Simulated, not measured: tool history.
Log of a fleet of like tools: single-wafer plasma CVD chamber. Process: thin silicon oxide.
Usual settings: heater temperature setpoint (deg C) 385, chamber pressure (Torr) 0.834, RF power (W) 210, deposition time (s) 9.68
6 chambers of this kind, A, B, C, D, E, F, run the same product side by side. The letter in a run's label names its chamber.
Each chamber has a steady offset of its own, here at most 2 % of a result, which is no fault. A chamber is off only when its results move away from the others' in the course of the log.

| run | hour | heater temperature setpoint (deg C) | chamber pressure (Torr) | RF power (W) | deposition time (s) | hours since the last thermocouple change | hours since the last RF generator calibration | hours since the last manometer calibration | read-back reference wafer on the same gauge, thickness_nm | mean film thickness on the monitor wafer (angstrom) |
|---|---|---|---|---|---|---|---|---|---|---|
| 1D | 15.6 | 385 | 0.834 | 210 | 9.68 | 230 | 822.4 | 875.4 | 16.618 | 158.67 |
| 2C | 25.8 | 385 | 0.834 | 210 | 9.68 | 1222.9 | 942.1 | 476.2 | 16.598 | 158.74 |
| 3B | 38.5 | 385 | 0.834 | 210 | 9.68 | 690.4 | 573.9 | 830 | 16.606 | 160.44 |
| 4A | 49.1 | 385 | 0.834 | 210 | 9.68 | 201.4 | 1184.3 | 1022.6 | 16.61 | 156.76 |
| 5E | 58.6 | 385 | 0.834 | 210 | 9.68 | 445.1 | 1329.5 | 1250.5 | 16.603 | 157.53 |
| 6F | 69.6 | 385 | 0.834 | 210 | 9.68 | 1007.8 | 1068.8 | 2248 | 16.589 | 159.29 |
| 7E | 81.2 | 385 | 0.834 | 210 | 9.68 | 467.7 | 1352.1 | 1273.1 | 16.609 | 157.63 |
| 8C | 92.8 | 385 | 0.834 | 210 | 9.68 | 1289.9 | 1009.1 | 543.2 | 16.594 | 159.23 |
| 9F | 102.4 | 385 | 0.834 | 210 | 9.68 | 1040.6 | 1101.6 | 2280.8 | 16.6 | 159.58 |
| 10B | 112.8 | 385 | 0.834 | 210 | 9.68 | 764.7 | 648.2 | 904.3 | 16.616 | 159.64 |
|  | 114.3 | chamber C: thermocouple changed; heater temperature recalibrated |
| 11D | 123.6 | 385 | 0.834 | 210 | 9.68 | 338 | 930.4 | 983.4 | 16.601 | 157.99 |
| 12A | 131.3 | 385 | 0.834 | 210 | 9.68 | 283.6 | 1266.5 | 1104.8 | 16.596 | 156.74 |
| 13D | 143.6 | 385 | 0.834 | 210 | 9.68 | 358 | 950.4 | 1003.4 | 16.599 | 158.37 |
| 14C | 158.8 | 385 | 0.834 | 210 | 9.68 | 44.5 | 1075.1 | 609.2 | 16.605 | 158.91 |
| 15E | 166.2 | 385 | 0.834 | 210 | 9.68 | 552.7 | 1437.1 | 1358.1 | 16.582 | 157.6 |
| 16A | 176.4 | 385 | 0.834 | 210 | 9.68 | 328.7 | 1311.6 | 1149.9 | 16.605 | 157.68 |
| 17B | 188.1 | 385 | 0.834 | 210 | 9.68 | 840 | 723.5 | 979.6 | 16.604 | 159.72 |
| 18F | 196.1 | 385 | 0.834 | 230 | 8.2 | 1134.3 | 1195.3 | 2374.5 | 16.608 | 141.4 |
| 19F | 210.8 | 385 | 0.834 | 230 | 8.2 | 1149 | 1210 | 2389.2 | 16.614 | 140.32 |
| 20E | 221.1 | 385 | 0.834 | 230 | 8.2 | 607.6 | 1492 | 1413 | 16.604 | 140.09 |
| 21B | 229.4 | 385 | 0.834 | 230 | 8.2 | 881.3 | 764.8 | 1020.9 | 16.603 | 141.1 |
| 22A | 242.5 | 385 | 0.834 | 230 | 8.2 | 394.8 | 1377.7 | 1216 | 16.604 | 140.57 |
| 23D | 254 | 385 | 0.834 | 230 | 8.2 | 468.4 | 1060.8 | 1113.8 | 16.603 | 140.37 |
|  | 257.9 | chamber C: RF generator calibrated |
| 24C | 262 | 385 | 0.834 | 210 | 9.68 | 147.7 | 4.1 | 712.4 | 16.597 | 158.47 |
| 25D | 273.7 | 385 | 0.834 | 210 | 9.68 | 488.1 | 1080.5 | 1133.5 | 16.602 | 158.73 |
| 26F | 286.2 | 385 | 0.834 | 210 | 9.68 | 1224.4 | 1285.4 | 2464.6 | 16.596 | 158.45 |
| 27A | 299.4 | 385 | 0.834 | 210 | 9.68 | 451.7 | 1434.6 | 1272.9 | 16.597 | 159.68 |
|  | 304.7 | chamber B: thermocouple changed; heater temperature recalibrated |
| 28E | 310.2 | 385 | 0.834 | 210 | 9.68 | 696.7 | 1581.1 | 1502.1 | 16.613 | 158.09 |
|  | 316 | chamber F: RF generator calibrated |
|  | 324.5 | chamber B: RF generator calibrated |
| 29C | 324.7 | 385 | 0.834 | 210 | 9.68 | 210.4 | 66.8 | 775.1 | 16.583 | 158.88 |
| 30B | 340.7 | 385 | 0.834 | 210 | 9.68 | 36 | 16.2 | 1132.2 | 16.604 | 159.69 |
| 31E | 355.1 | 385 | 0.941 | 210 | 9.68 | 741.6 | 1626 | 1547 | 16.61 | 175.65 |
| 32B | 362.2 | 385 | 0.941 | 210 | 9.68 | 57.5 | 37.7 | 1153.7 | 16.601 | 177.56 |
| 33C | 374 | 385 | 0.941 | 210 | 9.68 | 259.7 | 116.1 | 824.4 | 16.592 | 177.01 |
| 34A | 385.7 | 385 | 0.941 | 210 | 9.68 | 538 | 1520.9 | 1359.2 | 16.609 | 178.29 |
| 35F | 396.3 | 385 | 0.941 | 210 | 9.68 | 1334.5 | 80.3 | 2574.7 | 16.602 | 176.62 |
| 36D | 409.1 | 385 | 0.941 | 210 | 9.68 | 623.5 | 1215.9 | 1268.9 | 16.608 | 174.58 |
| 37B | 417.5 | 385 | 0.834 | 210 | 9.68 | 112.8 | 93 | 1209 | 16.596 | 161 |
| 38C | 433 | 385 | 0.834 | 210 | 9.68 | 318.7 | 175.1 | 883.4 | 16.607 | 159.34 |
| 39E | 449 | 385 | 0.834 | 210 | 9.68 | 835.5 | 1719.9 | 1640.9 | 16.59 | 157.92 |
| 40A | 458.1 | 385 | 0.834 | 210 | 9.68 | 610.4 | 1593.3 | 1431.6 | 16.595 | 162.16 |

Is one chamber off against the others, does the gauge drift, or is nothing wrong? If a chamber is off, say which, and what the likeliest cause is.

Chamber A drifts away from the others.
Cause: true pressure above the setpoint (%) = 4.9.

Here are 4 candidates for chamber A's next run, each the usual settings with a change, their results left as question marks. Which one brings its results back in line with what the others give on the usual settings?
In line means no further than this from the other chambers' mean on the usual settings: mean film thickness on the monitor wafer (angstrom) 1.9
| 41A-1 | 469.6 | 385 | 0.834 | 210 | 9.44 |  |  |  |  | ? |
| 41A-2 | 469.6 | 385 | 0.834 | 205 | 9.32 |  |  |  |  | ? |
| 41A-3 | 469.6 | 385 | 0.854 | 210 | 9.68 |  |  |  |  | ? |
| 41A-4 | 469.6 | 385 | 0.858 | 210 | 9.89 |  |  |  |  | ? |

The other chambers' mean on the usual settings: mean film thickness on the monitor wafer (angstrom) 158.92
| run | mean film thickness on the monitor wafer (angstrom) |
|---|---|
| 41A-1 | 158.8 |
| 41A-2 | 154.87 |
| 41A-3 | 166.11 |
| 41A-4 | 170.38 |
41A-1 brings the chamber back in line.
